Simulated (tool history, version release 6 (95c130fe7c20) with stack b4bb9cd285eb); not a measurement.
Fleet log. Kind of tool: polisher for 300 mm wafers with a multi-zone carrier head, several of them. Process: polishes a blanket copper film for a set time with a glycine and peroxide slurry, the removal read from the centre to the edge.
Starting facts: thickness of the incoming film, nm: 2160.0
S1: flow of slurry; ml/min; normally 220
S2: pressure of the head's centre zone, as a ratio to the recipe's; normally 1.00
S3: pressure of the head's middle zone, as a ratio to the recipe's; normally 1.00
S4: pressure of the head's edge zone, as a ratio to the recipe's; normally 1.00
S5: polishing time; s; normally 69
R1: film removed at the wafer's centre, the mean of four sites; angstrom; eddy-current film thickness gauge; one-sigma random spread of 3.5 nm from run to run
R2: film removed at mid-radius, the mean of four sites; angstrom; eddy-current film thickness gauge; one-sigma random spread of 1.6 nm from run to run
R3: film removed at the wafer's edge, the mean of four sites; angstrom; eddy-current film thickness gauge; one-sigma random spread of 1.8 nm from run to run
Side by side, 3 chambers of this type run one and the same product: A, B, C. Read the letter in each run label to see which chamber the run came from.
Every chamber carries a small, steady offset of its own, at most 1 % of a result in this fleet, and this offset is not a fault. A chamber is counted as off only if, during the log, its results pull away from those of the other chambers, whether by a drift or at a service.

| run | hour | S1 | S2 | S3 | S4 | S5 | R1 | R2 | R3 |
|---|---|---|---|---|---|---|---|---|---|
|  | 4.4 | chamber B: worn pad replaced by a new one |
| 1B | 7.8 | 220 | 1.00 | 1.00 | 1.00 | 69 | 2519.6 | 2519.3 | 2492.8 |
| 2C | 13.7 | 220 | 1.00 | 1.00 | 1.00 | 69 | 2499.7 | 2490.2 | 2537.6 |
| 3A | 22.4 | 220 | 1.00 | 1.00 | 1.00 | 69 | 2515.9 | 2475.2 | 2466.5 |
| 4C | 31.9 | 220 | 1.00 | 1.00 | 1.00 | 69 | 2502.0 | 2523.5 | 2521.9 |
|  | 32.2 | chamber A: worn pad replaced by a new one |
| 5B | 39.8 | 220 | 1.00 | 1.00 | 0.88 | 69 | 2472.5 | 2503.1 | 2314.0 |
| 6A | 47.3 | 220 | 1.00 | 1.00 | 0.88 | 69 | 2526.7 | 2492.1 | 2339.3 |
| 7A | 52.3 | 220 | 1.00 | 1.00 | 0.88 | 69 | 2426.5 | 2507.0 | 2336.3 |
| 8C | 62.2 | 220 | 1.00 | 1.00 | 1.00 | 69 | 2501.8 | 2493.9 | 2515.7 |
|  | 66.6 | chamber C: worn pad replaced by a new one |
| 9B | 68.5 | 220 | 1.00 | 1.00 | 1.00 | 69 | 2493.1 | 2529.1 | 2490.8 |
| 10B | 75.6 | 220 | 1.00 | 1.00 | 1.00 | 69 | 2515.5 | 2526.4 | 2490.8 |
|  | 81.2 | chamber B: worn pad replaced by a new one |
| 11C | 87.0 | 220 | 1.00 | 1.00 | 1.00 | 69 | 2478.0 | 2496.1 | 2493.8 |
| 12A | 97.5 | 220 | 1.00 | 1.00 | 1.00 | 69 | 2474.2 | 2483.1 | 2456.7 |
| 13C | 103.9 | 220 | 0.93 | 1.06 | 1.00 | 69 | 2269.2 | 2637.1 | 2541.5 |
| 14A | 114.0 | 220 | 0.93 | 1.06 | 1.00 | 69 | 2295.8 | 2610.4 | 2485.2 |
|  | 116.6 | chamber A: worn pad replaced by a new one |
| 15B | 125.0 | 220 | 0.93 | 1.06 | 1.00 | 69 | 2345.4 | 2676.9 | 2508.8 |
|  | 131.5 | chamber C: worn pad replaced by a new one |
| 16A | 134.2 | 220 | 1.00 | 1.00 | 1.00 | 69 | 2495.8 | 2499.0 | 2503.4 |
| 17B | 144.8 | 220 | 1.00 | 1.00 | 1.00 | 69 | 2531.5 | 2515.9 | 2502.9 |
|  | 151.9 | chamber B: worn pad replaced by a new one |
| 18C | 154.8 | 220 | 1.07 | 1.00 | 1.00 | 69 | 2579.9 | 2466.2 | 2443.3 |
|  | 157.8 | chamber B: edge zone pressure recalibrated |
| 19A | 162.9 | 220 | 1.07 | 1.00 | 1.00 | 69 | 2713.8 | 2492.1 | 2507.5 |
| 20B | 173.5 | 220 | 1.07 | 1.00 | 1.00 | 69 | 2737.9 | 2543.2 | 2481.4 |
| 21C | 182.8 | 220 | 1.04 | 1.00 | 0.92 | 69 | 2531.2 | 2425.8 | 2340.4 |
| 22C | 188.2 | 220 | 1.04 | 1.00 | 0.92 | 69 | 2537.8 | 2447.2 | 2336.3 |
| 23A | 193.4 | 220 | 1.04 | 1.00 | 0.92 | 69 | 2575.4 | 2447.9 | 2406.0 |
|  | 202.3 | chamber C: worn pad replaced by a new one |
| 24B | 202.7 | 155 | 1.00 | 1.00 | 1.11 | 69 | 2386.0 | 2362.9 | 2546.2 |
| 25B | 210.3 | 155 | 1.00 | 1.00 | 1.11 | 69 | 2375.0 | 2418.1 | 2542.2 |
|  | 211.3 | chamber A: worn pad replaced by a new one |
| 26C | 219.6 | 155 | 1.00 | 1.00 | 1.11 | 69 | 2153.8 | 2234.0 | 2410.9 |
|  | 221.3 | chamber A: edge zone pressure recalibrated |
|  | 223.5 | chamber B: worn pad replaced by a new one |
| 27A | 229.4 | 220 | 1.00 | 1.00 | 1.00 | 69 | 2501.9 | 2465.1 | 2507.0 |
| 28B | 234.4 | 220 | 1.00 | 1.00 | 1.00 | 69 | 2531.9 | 2545.5 | 2479.8 |
| 29A | 241.8 | 220 | 1.00 | 1.00 | 1.00 | 69 | 2471.3 | 2513.2 | 2492.9 |
| 30C | 249.5 | 220 | 1.06 | 1.00 | 1.00 | 69 | 2448.0 | 2366.5 | 2383.3 |

Read the log: is a single chamber off, either drifting away or since a service, is the gauge that measures every chamber drifting, or is nothing wrong beyond small per-chamber offsets? Name any odd chamber and what most likely caused it.

It is chamber C that slowly wanders off from its peers.
Cause: slurry flow missing at the pad, % = 36.5.

Which of the 4 candidates below, each the usual settings with something changed and its results left as question marks, puts chamber C back in line with what the other chambers give on the usual settings?
In-line tolerance around the mean of the other chambers on the usual settings: R1 120.0 angstrom; R2 57.0 angstrom; R3 61.0 angstrom
| 31C-1 | 257.7 | 225 | 1.03 | 1.01 | 0.98 | 73 | ? | ? | ? |
| 31C-2 | 257.7 | 205 | 0.94 | 0.98 | 1.04 | 62 | ? | ? | ? |
| 31C-3 | 257.7 | 215 | 0.97 | 0.99 | 1.02 | 65 | ? | ? | ? |
| 31C-4 | 257.7 | 235 | 1.07 | 1.02 | 0.96 | 77 | ? | ? | ? |

The other chambers' mean on the usual settings: R1 2503.6 angstrom; R2 2496.5 angstrom; R3 2492.6 angstrom
| run | R1 | R2 | R3 |
|---|---|---|---|
| 31C-1 | 2502.3 | 2503.8 | 2504.2 |
| 31C-2 | 1876.5 | 2029.1 | 2163.9 |
| 31C-3 | 2061.8 | 2169.0 | 2261.8 |
| 31C-4 | 2780.2 | 2687.5 | 2629.6 |
The answer is 31C-1, which returns the chamber to within the allowed miss of the others.
